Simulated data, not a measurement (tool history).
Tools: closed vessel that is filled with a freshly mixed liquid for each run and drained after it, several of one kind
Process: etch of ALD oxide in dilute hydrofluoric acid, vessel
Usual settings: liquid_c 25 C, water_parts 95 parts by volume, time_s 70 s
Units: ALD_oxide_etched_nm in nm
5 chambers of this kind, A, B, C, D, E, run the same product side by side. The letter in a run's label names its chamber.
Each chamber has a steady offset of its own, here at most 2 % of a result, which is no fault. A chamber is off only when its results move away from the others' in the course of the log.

| run | hour | liquid_c | water_parts | time_s | read-back film thickness of the ALD oxide reference wafer, read on the same gauge (nm) | ALD_oxide_etched_nm |
|---|---|---|---|---|---|---|
| 1E | 13 | 25 | 95 | 70 | 80.001 | 19.064 |
| 2C | 19 | 25 | 95 | 70 | 79.977 | 19.716 |
| 3A | 27.8 | 25 | 95 | 70 | 79.976 | 19.877 |
| 4B | 35.1 | 25 | 95 | 70 | 79.978 | 19.83 |
| 5D | 42.3 | 25 | 95 | 70 | 79.982 | 19.686 |
| 6E | 51.9 | 28.5 | 95 | 105 | 79.98 | 32.91 |
| 7D | 64.2 | 28.5 | 95 | 105 | 80.039 | 33.609 |
| 8B | 72.1 | 28.5 | 95 | 105 | 79.994 | 33.461 |
|  | 73.7 | chamber B: thermometer replaced |
| 9A | 78.4 | 28.5 | 95 | 105 | 79.988 | 33.255 |
| 10C | 87.3 | 28.5 | 95 | 105 | 80.006 | 34.032 |
| 11E | 96.2 | 25 | 95 | 70 | 80.037 | 19.238 |
| 12A | 106.2 | 25 | 140 | 95 | 79.987 | 17.099 |
| 13C | 114.7 | 25 | 140 | 95 | 80.009 | 17.305 |
|  | 118.6 | chamber C: thermometer replaced |
| 14B | 121.4 | 25 | 140 | 95 | 79.946 | 17.189 |
| 15D | 133.4 | 25 | 140 | 95 | 79.985 | 17.034 |
| 16C | 140.7 | 25 | 140 | 95 | 79.978 | 17.017 |
| 17D | 151.2 | 22 | 95 | 85 | 80.031 | 21.244 |
| 18A | 161 | 22 | 95 | 85 | 80.081 | 21.056 |
| 19B | 173 | 22 | 95 | 85 | 80.014 | 21.226 |
| 20E | 180.3 | 22 | 95 | 85 | 79.96 | 20.783 |
| 21E | 187.7 | 22 | 95 | 85 | 79.985 | 20.788 |
| 22C | 198.5 | 25 | 95 | 70 | 80.029 | 19.593 |
| 23A | 211.4 | 25 | 95 | 35 | 79.957 | 9.8201 |
|  | 222.2 | chamber D: thermometer replaced |
| 24B | 222.7 | 25 | 95 | 35 | 79.983 | 9.8223 |
| 25D | 229.7 | 25 | 95 | 35 | 79.953 | 9.7087 |
| 26B | 241.8 | 25 | 95 | 35 | 79.975 | 9.8244 |
| 27E | 250.2 | 25 | 95 | 35 | 79.99 | 9.7121 |
| 28A | 262.1 | 25 | 95 | 70 | 80.015 | 19.462 |
| 29C | 274.4 | 25 | 95 | 70 | 79.986 | 19.669 |
| 30D | 286.8 | 28.5 | 45 | 70 | 80.013 | 51.253 |
| 31E | 294.4 | 28.5 | 45 | 70 | 79.999 | 48.493 |
| 32D | 304.6 | 28.5 | 45 | 70 | 79.959 | 51.33 |
| 33B | 310.6 | 28.5 | 45 | 70 | 80.012 | 49.959 |
| 34C | 321.9 | 28.5 | 45 | 70 | 79.975 | 51.273 |
| 35A | 331.7 | 25 | 95 | 70 | 80.01 | 19.579 |
| 36C | 343.5 | 25 | 95 | 70 | 80.021 | 19.816 |
| 37E | 353.6 | 25 | 95 | 70 | 80.018 | 19.274 |
| 38B | 364.9 | 25 | 95 | 70 | 79.974 | 19.709 |
| 39D | 371.3 | 25 | 115 | 35 | 79.995 | 7.8757 |
| 40A | 381.5 | 25 | 115 | 35 | 80.016 | 7.9036 |
| 41D | 392 | 25 | 115 | 35 | 80.058 | 7.8223 |

What goes on in this fleet: one chamber off, a drifting gauge, or nothing beyond the chambers' own small offsets? Name the chamber and the cause, if any.

No chamber stands off beyond its own small offset, and the gauge holds steady.
